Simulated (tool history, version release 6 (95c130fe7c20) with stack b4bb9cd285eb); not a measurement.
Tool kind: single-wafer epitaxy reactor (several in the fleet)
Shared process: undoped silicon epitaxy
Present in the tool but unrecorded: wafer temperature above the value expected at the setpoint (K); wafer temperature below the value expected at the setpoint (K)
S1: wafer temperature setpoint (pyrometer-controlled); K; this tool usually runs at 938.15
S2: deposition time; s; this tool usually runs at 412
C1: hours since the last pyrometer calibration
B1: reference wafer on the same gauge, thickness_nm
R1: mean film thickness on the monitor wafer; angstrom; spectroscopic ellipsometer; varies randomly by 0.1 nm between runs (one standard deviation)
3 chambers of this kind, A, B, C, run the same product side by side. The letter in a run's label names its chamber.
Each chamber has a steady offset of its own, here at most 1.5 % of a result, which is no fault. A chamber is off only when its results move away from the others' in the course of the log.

run,hour,S1,S2,C1,B1,R1
1A,4.0,938.15,412,1338.0,101.48,948.94
2C,9.1,938.15,412,1273.0,101.45,947.37
3B,12.9,938.15,412,702.9,101.46,964.15
4C,16.7,938.15,412,1280.6,101.42,949.51
5B,22.1,938.15,412,712.1,101.44,962.53
6A,26.5,938.15,412,1360.5,101.42,950.41
7B,30.4,938.15,412,720.4,101.37,962.97
8A,35.6,938.15,412,1369.6,101.36,949.58
9C,39.9,938.15,412,1303.8,101.33,948.68
10C,44.0,928.15,461,1307.9,101.35,858.60
11A,48.1,928.15,461,1382.1,101.33,856.82
12B,53.1,928.15,461,743.1,101.32,865.21
13C,57.8,938.15,412,1321.7,101.29,948.16
14B,62.2,938.15,412,752.2,101.30,961.84
15A,66.0,938.15,412,1400.0,101.28,948.59
16B,69.5,938.15,412,759.5,101.25,959.52
17C,73.0,938.15,412,1336.9,101.21,947.35
18A,76.3,938.15,412,1410.3,101.24,946.63
19A,78.7,938.15,412,1412.7,101.23,948.91
20C,82.0,938.15,412,1345.9,101.23,946.77
21B,84.6,938.15,412,774.6,101.21,960.31
22B,89.0,938.15,412,779.0,101.20,960.22
23C,94.4,938.15,412,1358.3,101.16,946.73
24A,98.2,938.15,412,1432.2,101.15,947.30
25A,102.3,938.15,412,1436.3,101.15,945.81
26C,107.1,938.15,412,1371.0,101.16,947.16
27B,112.3,938.15,412,802.3,101.13,959.47
28B,116.8,938.15,412,806.8,101.09,958.30
29A,119.2,938.15,412,1453.2,101.08,945.99
30C,124.6,938.15,412,1388.5,101.07,944.23

Next, all 3 chambers run the settings below, one line each with question marks for the results. What does each chamber give?
31A,128.6,938.15,386,,,?
31B,128.6,938.15,386,,,?
31C,128.6,938.15,386,,,?

run,R1
31A,884.42
31B,898.28
31C,887.20
